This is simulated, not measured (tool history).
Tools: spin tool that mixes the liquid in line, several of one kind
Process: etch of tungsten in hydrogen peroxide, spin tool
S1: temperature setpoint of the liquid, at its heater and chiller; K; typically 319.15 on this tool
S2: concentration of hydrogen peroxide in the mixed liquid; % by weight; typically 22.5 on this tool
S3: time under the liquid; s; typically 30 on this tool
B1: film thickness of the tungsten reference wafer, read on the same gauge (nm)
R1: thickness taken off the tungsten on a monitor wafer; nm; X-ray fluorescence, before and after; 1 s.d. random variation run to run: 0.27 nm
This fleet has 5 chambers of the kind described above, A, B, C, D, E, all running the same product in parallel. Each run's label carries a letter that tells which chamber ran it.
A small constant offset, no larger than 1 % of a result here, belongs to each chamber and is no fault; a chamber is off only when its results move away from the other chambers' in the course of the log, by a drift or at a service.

| run | hour | S1 | S2 | S3 | B1 | R1 |
|---|---|---|---|---|---|---|
| 1A | 3.9 | 319.15 | 22.5 | 30 | 119.97 | 33.376 |
| 2C | 10.2 | 319.15 | 22.5 | 30 | 119.95 | 33.265 |
| 3E | 14.9 | 319.15 | 22.5 | 30 | 119.98 | 33.278 |
|  | 15.0 | chamber D: heated supply line repaired |
| 4D | 18.6 | 319.15 | 22.5 | 30 | 120.02 | 33.888 |
| 5B | 21.4 | 319.15 | 22.5 | 30 | 120.03 | 33.316 |
| 6D | 24.8 | 319.15 | 22.5 | 30 | 119.99 | 33.475 |
| 7A | 28.2 | 319.15 | 22.5 | 30 | 120.02 | 33.646 |
| 8C | 33.2 | 319.15 | 22.5 | 30 | 119.97 | 33.187 |
| 9B | 37.0 | 319.15 | 22.5 | 30 | 119.97 | 33.619 |
| 10E | 42.9 | 319.15 | 22.5 | 30 | 120.00 | 33.599 |
| 11E | 47.0 | 319.15 | 22.5 | 30 | 119.97 | 33.684 |
| 12B | 52.7 | 319.15 | 22.5 | 30 | 120.00 | 33.695 |
| 13C | 55.8 | 319.15 | 22.5 | 30 | 119.99 | 33.852 |
| 14D | 62.1 | 319.15 | 22.5 | 30 | 119.99 | 33.768 |
| 15A | 66.0 | 319.15 | 22.5 | 30 | 119.97 | 33.400 |
| 16A | 68.8 | 319.15 | 22.5 | 30 | 120.02 | 33.864 |
| 17D | 73.1 | 319.15 | 22.5 | 30 | 119.95 | 33.987 |
|  | 77.1 | chamber C: thermometer replaced |
| 18C | 77.1 | 319.15 | 22.5 | 30 | 119.99 | 33.836 |
| 19B | 80.9 | 319.15 | 22.5 | 30 | 120.00 | 34.123 |
| 20E | 86.0 | 319.15 | 22.5 | 30 | 120.00 | 33.345 |
| 21E | 90.1 | 319.15 | 22.5 | 30 | 120.00 | 33.176 |
| 22A | 96.0 | 319.15 | 22.5 | 30 | 119.97 | 32.873 |
| 23D | 98.9 | 319.15 | 22.5 | 30 | 120.00 | 34.138 |
| 24B | 102.7 | 319.15 | 22.5 | 30 | 120.04 | 33.275 |
| 25C | 107.3 | 327.65 | 22.5 | 15 | 120.01 | 28.566 |
|  | 108.1 | chamber B: new drum of peroxide connected |
|  | 109.2 | chamber E: heated supply line repaired |
| 26C | 111.7 | 327.65 | 22.5 | 15 | 119.96 | 27.950 |
| 27B | 116.6 | 327.65 | 22.5 | 15 | 120.02 | 28.402 |
| 28A | 119.8 | 327.65 | 22.5 | 15 | 119.95 | 27.850 |
| 29E | 123.8 | 327.65 | 22.5 | 15 | 119.99 | 28.149 |
|  | 124.1 | chamber B: thermometer replaced |
| 30D | 130.0 | 319.15 | 22.5 | 30 | 119.98 | 33.683 |
| 31E | 134.4 | 319.15 | 22.5 | 30 | 120.04 | 34.088 |
| 32C | 139.3 | 319.15 | 22.5 | 30 | 119.97 | 34.055 |
| 33A | 145.0 | 319.15 | 22.5 | 30 | 120.01 | 31.949 |
| 34B | 149.8 | 319.15 | 22.5 | 30 | 120.01 | 33.982 |
| 35D | 152.7 | 319.15 | 22.5 | 30 | 120.04 | 33.592 |
| 36E | 157.8 | 319.15 | 22.5 | 30 | 120.02 | 33.627 |
| 37C | 162.0 | 319.15 | 22.5 | 30 | 119.96 | 34.185 |
| 38D | 166.0 | 319.15 | 22.5 | 30 | 119.93 | 34.194 |
| 39B | 168.8 | 319.15 | 22.5 | 30 | 120.00 | 33.850 |
| 40A | 172.7 | 319.15 | 22.5 | 30 | 120.00 | 31.410 |
| 41C | 175.5 | 319.15 | 22.5 | 30 | 120.01 | 34.340 |
| 42E | 181.4 | 319.15 | 25.0 | 30 | 120.00 | 35.229 |
|  | 182.9 | chamber B: heated supply line repaired |
| 43D | 184.6 | 319.15 | 25.0 | 30 | 120.01 | 35.804 |
| 44B | 187.4 | 319.15 | 25.0 | 30 | 119.99 | 34.959 |

All 5 chambers run these settings next. Forecast each chamber's results:
| 45A | 191.9 | 325.15 | 22.5 | 30 |  | ? |
| 45B | 191.9 | 325.15 | 22.5 | 30 |  | ? |
| 45C | 191.9 | 325.15 | 22.5 | 30 |  | ? |
| 45D | 191.9 | 325.15 | 22.5 | 30 |  | ? |
| 45E | 191.9 | 325.15 | 22.5 | 30 |  | ? |

| run | R1 |
|---|---|
| 45A | 45.476 |
| 45B | 49.051 |
| 45C | 48.697 |
| 45D | 48.417 |
| 45E | 48.510 |

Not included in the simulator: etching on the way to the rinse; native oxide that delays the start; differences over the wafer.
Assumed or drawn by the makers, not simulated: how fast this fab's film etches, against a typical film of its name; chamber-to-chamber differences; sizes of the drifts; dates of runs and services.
